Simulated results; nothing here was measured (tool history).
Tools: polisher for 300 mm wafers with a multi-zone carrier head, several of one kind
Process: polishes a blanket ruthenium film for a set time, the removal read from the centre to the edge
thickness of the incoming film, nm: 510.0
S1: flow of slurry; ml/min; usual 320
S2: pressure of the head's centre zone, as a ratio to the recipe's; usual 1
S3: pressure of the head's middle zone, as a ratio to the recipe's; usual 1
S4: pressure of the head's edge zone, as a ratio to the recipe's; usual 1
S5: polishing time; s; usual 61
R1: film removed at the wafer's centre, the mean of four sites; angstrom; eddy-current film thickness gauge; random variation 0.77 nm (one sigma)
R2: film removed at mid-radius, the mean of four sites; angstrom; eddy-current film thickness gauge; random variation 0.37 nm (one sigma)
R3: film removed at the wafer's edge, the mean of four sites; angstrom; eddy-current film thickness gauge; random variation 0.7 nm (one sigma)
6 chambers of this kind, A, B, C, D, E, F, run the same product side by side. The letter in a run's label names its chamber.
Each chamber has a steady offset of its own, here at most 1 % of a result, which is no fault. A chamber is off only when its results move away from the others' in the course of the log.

At hour 1.1: chamber D: edge zone pressure recalibrated.
At hour 3.8: chamber C: slurry nozzle cleaned.
Run 1D, hour 5.1: usual settings. Result: R1 585.81 angstrom, R2 587.1 angstrom, R3 582.11 angstrom.
At hour 11.5: chamber F: centre zone pressure recalibrated.
Run 2C, hour 12.1: usual settings. Result: R1 563.59 angstrom, R2 583.24 angstrom, R3 582.07 angstrom.
Run 3F, hour 16.4: usual settings. Result: R1 600.3 angstrom, R2 580.93 angstrom, R3 582.85 angstrom.
Run 4B, hour 21.2: usual settings. Result: R1 574.87 angstrom, R2 587.2 angstrom, R3 578.84 angstrom.
Run 5E, hour 27.5: usual settings. Result: R1 582.57 angstrom, R2 585.86 angstrom, R3 591.32 angstrom.
Run 6A, hour 33.5: usual settings. Result: R1 581.82 angstrom, R2 578.01 angstrom, R3 569.28 angstrom.
Run 7F, hour 38.8: usual settings. Result: R1 574.36 angstrom, R2 578.52 angstrom, R3 592.69 angstrom.
At hour 42.1: chamber D: slurry nozzle cleaned.
Run 8D, hour 42.6: usual settings. Result: R1 595.73 angstrom, R2 587.07 angstrom, R3 589.66 angstrom.
Run 9C, hour 45.9: usual settings but S4 1.04, S5 78 s. Result: R1 755.71 angstrom, R2 742.58 angstrom, R3 762.74 angstrom.
At hour 46.6: chamber A: worn pad replaced by a new one.
At hour 47: chamber B: worn pad replaced by a new one.
Run 10B, hour 49.1: usual settings but S4 1.04, S5 78 s. Result: R1 743.83 angstrom, R2 747.54 angstrom, R3 758.57 angstrom.
Run 11E, hour 54.1: usual settings but S4 1.04, S5 78 s. Result: R1 744.03 angstrom, R2 747.95 angstrom, R3 755.4 angstrom.
At hour 54.5: chamber F: worn pad replaced by a new one.
Run 12A, hour 58.4: usual settings but S4 1.04, S5 78 s. Result: R1 732.09 angstrom, R2 736.44 angstrom, R3 766.62 angstrom.
At hour 64.6: chamber C: worn pad replaced by a new one.
Run 13D, hour 65.2: usual settings but S4 1.04, S5 78 s. Result: R1 742.93 angstrom, R2 748.07 angstrom, R3 767.28 angstrom.
Run 14F, hour 71.6: usual settings but S4 1.04, S5 78 s. Result: R1 760.38 angstrom, R2 729.89 angstrom, R3 767.5 angstrom.
Run 15C, hour 74.8: usual settings. Result: R1 594.2 angstrom, R2 582.16 angstrom, R3 591.06 angstrom.
Run 16E, hour 81.3: usual settings. Result: R1 571.84 angstrom, R2 566.49 angstrom, R3 576.28 angstrom.
Run 17A, hour 87.7: usual settings but S3 1.11, S5 71 s. Result: R1 683.08 angstrom, R2 735.92 angstrom, R3 661.6 angstrom.
Run 18B, hour 91.4: usual settings but S3 1.11, S5 71 s. Result: R1 653.33 angstrom, R2 756.13 angstrom, R3 688.33 angstrom.
At hour 92.3: chamber F: edge zone pressure recalibrated.
Run 19D, hour 95.7: usual settings but S3 1.11, S5 71 s. Result: R1 698.54 angstrom, R2 754.27 angstrom, R3 683.49 angstrom.
Run 20B, hour 101: usual settings but S3 1.11, S5 71 s. Result: R1 678.86 angstrom, R2 757.52 angstrom, R3 683.77 angstrom.
Run 21C, hour 105.6: usual settings but S3 1.11, S5 71 s. Result: R1 670.12 angstrom, R2 750.47 angstrom, R3 673.41 angstrom.
At hour 108.4: chamber D: worn pad replaced by a new one.
Run 22A, hour 111.8: usual settings but S3 1.11, S5 71 s. Result: R1 675.05 angstrom, R2 742.69 angstrom, R3 666.98 angstrom.
Run 23F, hour 115.4: usual settings. Result: R1 579.23 angstrom, R2 582.33 angstrom, R3 587.46 angstrom.
Run 24E, hour 122.2: usual settings. Result: R1 546.79 angstrom, R2 556.49 angstrom, R3 556.15 angstrom.
Run 25C, hour 128.4: usual settings. Result: R1 580.19 angstrom, R2 577.58 angstrom, R3 581.36 angstrom.
At hour 130: chamber B: worn pad replaced by a new one.
Run 26B, hour 132.6: usual settings. Result: R1 581.81 angstrom, R2 589.77 angstrom, R3 575.29 angstrom.
At hour 133.7: chamber F: worn pad replaced by a new one.
Run 27D, hour 136.3: usual settings. Result: R1 585.9 angstrom, R2 587.69 angstrom, R3 577.52 angstrom.
Run 28E, hour 142: usual settings. Result: R1 553.88 angstrom, R2 546.89 angstrom, R3 563.42 angstrom.
Run 29F, hour 146.8: usual settings. Result: R1 580.43 angstrom, R2 578.19 angstrom, R3 587.79 angstrom.
Run 30A, hour 153.1: usual settings. Result: R1 564.36 angstrom, R2 574.16 angstrom, R3 569.3 angstrom.
Run 31B, hour 159.9: usual settings. Result: R1 592.54 angstrom, R2 585.06 angstrom, R3 595.39 angstrom.
At hour 160.3: chamber C: worn pad replaced by a new one.
At hour 160.9: chamber E: slurry nozzle cleaned.
At hour 163: chamber A: worn pad replaced by a new one.
Run 32A, hour 163: usual settings but S5 79 s. Result: R1 734.83 angstrom, R2 744.63 angstrom, R3 759.44 angstrom.
At hour 169.4: chamber A: edge zone pressure recalibrated.
Run 33C, hour 169.9: usual settings but S5 79 s. Result: R1 761.06 angstrom, R2 750.85 angstrom, R3 752.11 angstrom.
Run 34F, hour 174.5: usual settings but S5 79 s. Result: R1 739.56 angstrom, R2 749.78 angstrom, R3 742.22 angstrom.
Run 35D, hour 178.4: usual settings but S5 79 s. Result: R1 771 angstrom, R2 765.17 angstrom, R3 748.35 angstrom.
Run 36E, hour 182.9: usual settings but S5 79 s. Result: R1 703.84 angstrom, R2 694.15 angstrom, R3 695.48 angstrom.
At hour 185.6: chamber A: slurry nozzle cleaned.
Run 37A, hour 187.3: usual settings but S5 79 s. Result: R1 755.43 angstrom, R2 751.13 angstrom, R3 737.01 angstrom.
Run 38F, hour 190.6: usual settings. Result: R1 577.97 angstrom, R2 571 angstrom, R3 592.57 angstrom.
Run 39E, hour 196.7: usual settings. Result: R1 546.75 angstrom, R2 532.17 angstrom, R3 528.44 angstrom.
Run 40D, hour 201.4: usual settings but S3 0.89, S5 78 s. Result: R1 749.6 angstrom, R2 675.69 angstrom, R3 751.21 angstrom.
At hour 201.5: chamber B: worn pad replaced by a new one.
Run 41B, hour 204.5: usual settings but S3 0.89, S5 78 s. Result: R1 735.86 angstrom, R2 669.25 angstrom, R3 749.84 angstrom.

What goes on in this fleet: one chamber off, a drifting gauge, or nothing beyond the chambers' own small offsets? Name the chamber and the cause, if any.

Chamber E drifts away from the others.
Cause: removal rate lost through wear of the pad, % = 9.76.

Here are 4 candidates for chamber E's next run, each the usual settings with a change, their results left as question marks. Which one brings its results back in line with what the others give on the usual settings?
In line means no further than this from the other chambers' mean on the usual settings: R1 27 angstrom; R2 13 angstrom; R3 25 angstrom
Run 42E-1, hour 209.5: usual settings but S5 67 s. Result: R1 ?, R2 ?, R3 ?.
Run 42E-2, hour 209.5: usual settings but S5 55 s. Result: R1 ?, R2 ?, R3 ?.
Run 42E-3, hour 209.5: usual settings but S5 59 s. Result: R1 ?, R2 ?, R3 ?.
Run 42E-4, hour 209.5: usual settings but S5 63 s. Result: R1 ?, R2 ?, R3 ?.

The other chambers' mean on the usual settings: R1 583.34 angstrom; R2 582.49 angstrom; R3 584.03 angstrom
  run      R1      R2      R3
42E-1  582.06  577.19  580.29
42E-2  477.81  473.82  476.36
42E-3  512.56  508.27     511
42E-4  547.31  542.73  545.65
42E-1 brings the chamber back in line.
